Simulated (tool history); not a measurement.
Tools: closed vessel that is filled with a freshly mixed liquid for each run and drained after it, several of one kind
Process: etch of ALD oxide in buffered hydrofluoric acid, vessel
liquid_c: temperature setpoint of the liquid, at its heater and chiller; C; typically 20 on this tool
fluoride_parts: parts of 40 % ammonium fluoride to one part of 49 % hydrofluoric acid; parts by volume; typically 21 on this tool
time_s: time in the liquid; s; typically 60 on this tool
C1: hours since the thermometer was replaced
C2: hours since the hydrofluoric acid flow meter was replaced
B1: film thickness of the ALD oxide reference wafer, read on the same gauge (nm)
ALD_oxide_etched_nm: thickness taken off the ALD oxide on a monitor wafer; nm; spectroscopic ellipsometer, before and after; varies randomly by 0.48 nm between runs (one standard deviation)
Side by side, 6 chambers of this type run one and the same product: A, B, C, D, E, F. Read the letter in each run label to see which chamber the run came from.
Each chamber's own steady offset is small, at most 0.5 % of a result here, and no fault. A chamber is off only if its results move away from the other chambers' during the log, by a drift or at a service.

Run 1A, hour 3.9: usual settings; C1 249.8; C2 1259.8; B1 69.985. Result: ALD_oxide_etched_nm 56.754 nm.
Run 2F, hour 10: usual settings; C1 412.5; C2 1358.2; B1 70.012. Result: ALD_oxide_etched_nm 55.554 nm.
Run 3C, hour 14.4: usual settings; C1 363; C2 916; B1 69.995. Result: ALD_oxide_etched_nm 56.538 nm.
Run 4D, hour 18.2: usual settings; C1 501.9; C2 568.5; B1 69.994. Result: ALD_oxide_etched_nm 55.26 nm.
Run 5B, hour 21.1: usual settings; C1 1690; C2 38.3; B1 69.986. Result: ALD_oxide_etched_nm 56.853 nm.
Run 6E, hour 24.8: usual settings; C1 214.1; C2 245.4; B1 70.017. Result: ALD_oxide_etched_nm 56.622 nm.
Run 7C, hour 29.8: usual settings; C1 378.4; C2 931.4; B1 69.994. Result: ALD_oxide_etched_nm 55.616 nm.
Run 8B, hour 33.9: usual settings; C1 1702.8; C2 51.1; B1 70.015. Result: ALD_oxide_etched_nm 55.742 nm.
Run 9D, hour 37: usual settings; C1 520.7; C2 587.3; B1 69.989. Result: ALD_oxide_etched_nm 56.506 nm.
Run 10E, hour 40.6: usual settings but fluoride_parts 18.5 parts by volume, time_s 45 s; C1 229.9; C2 261.2; B1 69.978. Result: ALD_oxide_etched_nm 46.829 nm.
Run 11A, hour 45.2: usual settings but fluoride_parts 18.5 parts by volume, time_s 45 s; C1 291.1; C2 1301.1; B1 69.994. Result: ALD_oxide_etched_nm 46.694 nm.
Run 12F, hour 48.7: usual settings but fluoride_parts 18.5 parts by volume, time_s 45 s; C1 451.2; C2 1396.9; B1 69.966. Result: ALD_oxide_etched_nm 46.505 nm.
Run 13E, hour 55.2: usual settings but fluoride_parts 18.5 parts by volume, time_s 45 s; C1 244.5; C2 275.8; B1 70.021. Result: ALD_oxide_etched_nm 47.851 nm.
At hour 55.7: chamber C: hydrofluoric acid flow meter replaced.
Run 14A, hour 58.1: usual settings but fluoride_parts 18.5 parts by volume, time_s 45 s; C1 304; C2 1314; B1 70.016. Result: ALD_oxide_etched_nm 46.306 nm.
Run 15C, hour 64.4: usual settings but fluoride_parts 18.5 parts by volume, time_s 45 s; C1 413; C2 8.7; B1 69.999. Result: ALD_oxide_etched_nm 46.34 nm.
Run 16B, hour 68.9: usual settings; C1 1737.8; C2 86.1; B1 69.993. Result: ALD_oxide_etched_nm 56.32 nm.
Run 17F, hour 73.3: usual settings; C1 475.8; C2 1421.5; B1 69.999. Result: ALD_oxide_etched_nm 55.279 nm.
Run 18D, hour 77.2: usual settings; C1 560.9; C2 627.5; B1 69.983. Result: ALD_oxide_etched_nm 55.806 nm.
Run 19F, hour 82.2: usual settings; C1 484.7; C2 1430.4; B1 69.957. Result: ALD_oxide_etched_nm 56.025 nm.
Run 20E, hour 88.3: usual settings; C1 277.6; C2 308.9; B1 70.008. Result: ALD_oxide_etched_nm 58.138 nm.
Run 21A, hour 92.2: usual settings; C1 338.1; C2 1348.1; B1 69.973. Result: ALD_oxide_etched_nm 55.312 nm.
Run 22C, hour 98.2: usual settings; C1 446.8; C2 42.5; B1 70.006. Result: ALD_oxide_etched_nm 55.866 nm.
Run 23B, hour 101.5: usual settings; C1 1770.4; C2 118.7; B1 70.016. Result: ALD_oxide_etched_nm 56.147 nm.
Run 24D, hour 106: usual settings; C1 589.7; C2 656.3; B1 69.99. Result: ALD_oxide_etched_nm 56.596 nm.
Run 25E, hour 108.9: usual settings; C1 298.2; C2 329.5; B1 70.013. Result: ALD_oxide_etched_nm 59.395 nm.
Run 26F, hour 113.3: usual settings; C1 515.8; C2 1461.5; B1 69.976. Result: ALD_oxide_etched_nm 56.171 nm.
Run 27D, hour 117.6: usual settings but time_s 80 s; C1 601.3; C2 667.9; B1 69.991. Result: ALD_oxide_etched_nm 73.022 nm.
Run 28C, hour 123.8: usual settings but time_s 80 s; C1 472.4; C2 68.1; B1 69.992. Result: ALD_oxide_etched_nm 74.468 nm.
Run 29A, hour 126.9: usual settings but time_s 80 s; C1 372.8; C2 1382.8; B1 70.001. Result: ALD_oxide_etched_nm 75.338 nm.
Run 30B, hour 131.4: usual settings but time_s 80 s; C1 1800.3; C2 148.6; B1 69.995. Result: ALD_oxide_etched_nm 74.252 nm.
Run 31E, hour 135.3: usual settings but time_s 80 s; C1 324.6; C2 355.9; B1 70. Result: ALD_oxide_etched_nm 79.971 nm.
Run 32D, hour 139.6: usual settings but time_s 80 s; C1 623.3; C2 689.9; B1 70.008. Result: ALD_oxide_etched_nm 73.16 nm.
Run 33C, hour 145: usual settings; C1 493.6; C2 89.3; B1 70. Result: ALD_oxide_etched_nm 54.539 nm.
Run 34A, hour 151.4: usual settings; C1 397.3; C2 1407.3; B1 70.002. Result: ALD_oxide_etched_nm 55.896 nm.
Run 35B, hour 155.9: usual settings; C1 1824.8; C2 173.1; B1 70.005. Result: ALD_oxide_etched_nm 56.273 nm.
Run 36F, hour 161.3: usual settings; C1 563.8; C2 1509.5; B1 70.004. Result: ALD_oxide_etched_nm 54.903 nm.

All 6 chambers run these settings next. Forecast each chamber's results:
Run 37A, hour 166: usual settings but fluoride_parts 25 parts by volume. Result: ALD_oxide_etched_nm ?.
Run 37B, hour 166: usual settings but fluoride_parts 25 parts by volume. Result: ALD_oxide_etched_nm ?.
Run 37C, hour 166: usual settings but fluoride_parts 25 parts by volume. Result: ALD_oxide_etched_nm ?.
Run 37D, hour 166: usual settings but fluoride_parts 25 parts by volume. Result: ALD_oxide_etched_nm ?.
Run 37E, hour 166: usual settings but fluoride_parts 25 parts by volume. Result: ALD_oxide_etched_nm ?.
Run 37F, hour 166: usual settings but fluoride_parts 25 parts by volume. Result: ALD_oxide_etched_nm ?.

run  ALD_oxide_etched_nm
37A               49.692
37B               49.679
37C               49.573
37D               49.264
37E               53.451
37F               49.374

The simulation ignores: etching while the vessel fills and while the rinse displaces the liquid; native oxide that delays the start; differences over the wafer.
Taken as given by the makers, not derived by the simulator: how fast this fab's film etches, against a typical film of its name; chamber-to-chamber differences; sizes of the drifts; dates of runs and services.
